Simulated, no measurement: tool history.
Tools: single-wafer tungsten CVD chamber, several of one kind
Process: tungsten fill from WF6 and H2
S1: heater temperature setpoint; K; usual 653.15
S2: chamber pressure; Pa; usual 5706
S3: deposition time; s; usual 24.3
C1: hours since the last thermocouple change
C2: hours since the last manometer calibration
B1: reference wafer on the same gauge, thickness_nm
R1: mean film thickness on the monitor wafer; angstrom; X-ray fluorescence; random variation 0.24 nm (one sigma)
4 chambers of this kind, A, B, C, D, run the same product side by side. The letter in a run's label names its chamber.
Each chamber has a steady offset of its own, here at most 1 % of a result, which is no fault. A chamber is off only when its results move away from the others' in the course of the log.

run,day,S1,S2,S3,C1,C2,B1,R1
1B,0.204,653.15,5706,24.3,600.8,664.6,58.25,566.31
2D,0.375,653.15,5706,24.3,898.4,649.3,58.212,567.88
3A,0.621,653.15,5706,24.3,1188.9,1603.5,58.212,562.3
4C,0.838,653.15,5706,24.3,565.1,1680.7,58.2,567.95
5C,0.975,653.15,5706,24.3,568.4,1684,58.204,572.95
6D,1.154,653.15,5706,24.3,917.1,668,58.262,566.83
7B,1.408,653.15,5706,24.3,629.7,693.5,58.224,570.92
8A,1.671,643.15,5706,24.3,1214.1,1628.7,58.129,457.75
9A,1.808,643.15,5706,24.3,1217.4,1632,58.194,456.77
10C,1.925,643.15,5706,24.3,591.2,1706.8,58.17,459.37
11B,2.112,643.15,5706,24.3,646.6,710.4,58.198,467.25
12D,2.308,653.15,5706,24.3,944.8,695.7,58.188,565.79
13D,2.533,653.15,5706,24.3,950.2,701.1,58.146,569.88
14B,2.725,653.15,5706,24.3,661.3,725.1,58.15,575.68
15C,2.992,653.15,5706,24.3,616.8,1732.4,58.171,567.25
16A,3.129,653.15,5706,24.3,1249.1,1663.7,58.159,562.16
17B,3.304,653.15,6759,28.1,675.2,739,58.206,721.06
18D,3.517,653.15,6759,28.1,973.8,724.7,58.218,714.2
19A,3.65,653.15,6759,28.1,1261.6,1676.2,58.174,693.07
20C,3.808,653.15,6759,28.1,636.4,1752,58.207,712.18
21D,3.967,653.15,5706,24.3,984.6,735.5,58.197,570.13
22C,4.121,653.15,5706,24.3,643.9,1759.5,58.144,570.17
23B,4.271,653.15,5706,24.3,698.4,762.2,58.153,582.89
24A,4.512,647.15,5706,27.2,1282.3,1696.9,58.188,555.45
25C,4.696,647.15,5706,27.2,657.7,1773.3,58.263,554.48
26B,4.958,647.15,5706,27.2,714.9,778.7,58.158,583.27
27A,5.225,647.15,5706,27.2,1299.4,1714,58.165,557.38
28D,5.342,653.15,5706,24.3,1017.6,768.5,58.255,569.66
29C,5.492,653.15,5706,24.3,676.8,1792.4,58.201,573.25
30B,5.738,653.15,5706,24.3,733.6,797.4,58.192,589.24
31A,6,653.15,5706,24.3,1318,1732.6,58.23,557.03
32D,6.121,653.15,5706,24.3,1036.3,787.2,58.24,568.67
33D,6.342,653.15,5706,24.3,1041.6,792.5,58.172,566.65
34B,6.612,653.15,5706,24.3,754.6,818.4,58.195,599.27
35A,6.783,660.15,5706,21.6,1336.8,1751.4,58.153,575.93
36C,6.929,660.15,5706,21.6,711.3,1826.9,58.225,576.71

What goes on in this fleet: one chamber off, a drifting gauge, or nothing beyond the chambers' own small offsets? Name the chamber and the cause, if any.

Chamber B drifts away from the others.
Cause: wafer temperature above the value expected at the setpoint (K) = 3.01.

Here are 4 candidates for chamber B's next run, each the usual settings with a change, their results left as question marks. Which one brings its results back in line with what the others give on the usual settings?
In line means no further than this from the other chambers' mean on the usual settings: R1 8.5 angstrom
37B-1,7.125,651.15,5640,23.9,,,,?
37B-2,7.125,652.15,5666,24.1,,,,?
37B-3,7.125,653.15,6079,24.3,,,,?
37B-4,7.125,655.15,5773,24.7,,,,?

The other chambers' mean on the usual settings: R1 565.45 angstrom
run,R1
37B-1,565.55
37B-2,582.94
37B-3,618.98
37B-4,639.21
37B-1 brings the chamber back in line.
